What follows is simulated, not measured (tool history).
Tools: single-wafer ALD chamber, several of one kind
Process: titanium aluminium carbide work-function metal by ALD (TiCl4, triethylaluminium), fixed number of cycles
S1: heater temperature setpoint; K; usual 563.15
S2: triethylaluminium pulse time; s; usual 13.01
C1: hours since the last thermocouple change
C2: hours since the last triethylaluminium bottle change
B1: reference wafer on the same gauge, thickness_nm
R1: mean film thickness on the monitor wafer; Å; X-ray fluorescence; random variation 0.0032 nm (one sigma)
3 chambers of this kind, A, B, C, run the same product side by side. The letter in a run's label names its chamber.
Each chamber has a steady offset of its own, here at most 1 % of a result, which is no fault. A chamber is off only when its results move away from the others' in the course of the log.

run,day,S1,S2,C1,C2,B1,R1
1B,0.367,563.15,13.01,170.2,160.1,1.7604,19.589
2A,0.629,563.15,13.01,262.5,1193.8,1.7605,19.692
3C,0.858,563.15,13.01,979.1,804.5,1.7609,19.507
4C,1.071,563.15,13.01,984.2,809.6,1.7616,19.456
5B,1.321,563.15,13.01,193.1,183.0,1.7618,19.647
6A,1.542,563.15,13.01,284.4,1215.7,1.7616,19.662
7C,1.704,563.15,13.01,999.4,824.8,1.7615,19.442
8B,1.929,563.15,13.01,207.7,197.6,1.7621,19.572
9A,2.275,563.15,13.01,302.0,1233.3,1.7622,19.682
10A,2.575,563.15,13.01,309.2,1240.5,1.7630,19.669
11B,2.783,563.15,13.01,228.2,218.1,1.7629,19.594
12C,3.125,563.15,13.01,1033.5,858.9,1.7623,19.450
13C,3.400,563.15,13.01,1040.1,865.5,1.7631,19.444
14B,3.667,563.15,13.01,249.4,239.3,1.7634,19.688
# day 3.754: chamber C: triethylaluminium bottle replaced
15A,3.875,563.15,13.01,340.4,1271.7,1.7640,19.721
16A,4.175,563.15,13.01,347.6,1278.9,1.7638,19.667
17B,4.458,563.15,13.01,268.4,258.3,1.7650,19.630
18C,4.708,563.15,13.01,1071.5,23.0,1.7647,19.500
19C,4.946,563.15,13.01,1077.2,28.7,1.7645,19.561
20B,5.233,563.15,13.01,287.0,276.9,1.7653,19.615
21A,5.500,563.15,13.01,379.4,1310.7,1.7654,19.675
22A,5.775,563.15,13.01,386.0,1317.3,1.7648,19.731
23B,6.058,563.15,13.01,306.8,296.7,1.7657,19.654
24C,6.312,563.15,13.01,1110.0,61.5,1.7657,19.520
25A,6.588,563.15,13.01,405.5,1336.8,1.7674,19.750
26B,6.758,563.15,13.01,323.6,313.5,1.7668,19.676
27C,7.012,563.15,8.98,1126.8,78.3,1.7669,18.822
# day 7.125: chamber A: triethylaluminium bottle replaced
28C,7.346,563.15,8.98,1134.8,86.3,1.7672,18.844
29B,7.654,563.15,8.98,345.1,335.0,1.7687,18.980
30A,7.979,563.15,13.01,438.9,20.6,1.7679,19.728
31C,8.246,563.15,13.01,1156.4,107.9,1.7683,19.525
32B,8.612,563.15,11.35,368.1,358.0,1.7690,19.506
33A,8.850,563.15,11.35,459.8,41.5,1.7686,19.541
34B,9.208,563.15,11.35,382.4,372.3,1.7686,19.455
35A,9.538,563.15,13.01,476.3,58.0,1.7691,19.754
36C,9.854,563.15,13.01,1195.0,146.5,1.7689,19.638
37B,10.058,563.15,13.01,402.8,392.7,1.7704,19.665
38C,10.404,563.15,13.01,1208.2,159.7,1.7702,19.586
39A,10.662,563.15,13.01,503.3,85.0,1.7707,19.821
40C,11.017,563.15,13.01,1222.9,174.4,1.7713,19.652
41A,11.233,563.15,13.01,517.0,98.7,1.7708,19.761
42B,11.458,563.15,13.01,436.4,426.3,1.7712,19.725

Next, every chamber runs the same settings. What will each give?
43A,11.725,563.15,13.01,,,,?
43B,11.725,563.15,13.01,,,,?
43C,11.725,563.15,13.01,,,,?

run,R1
43A,19.729
43B,19.769
43C,19.581
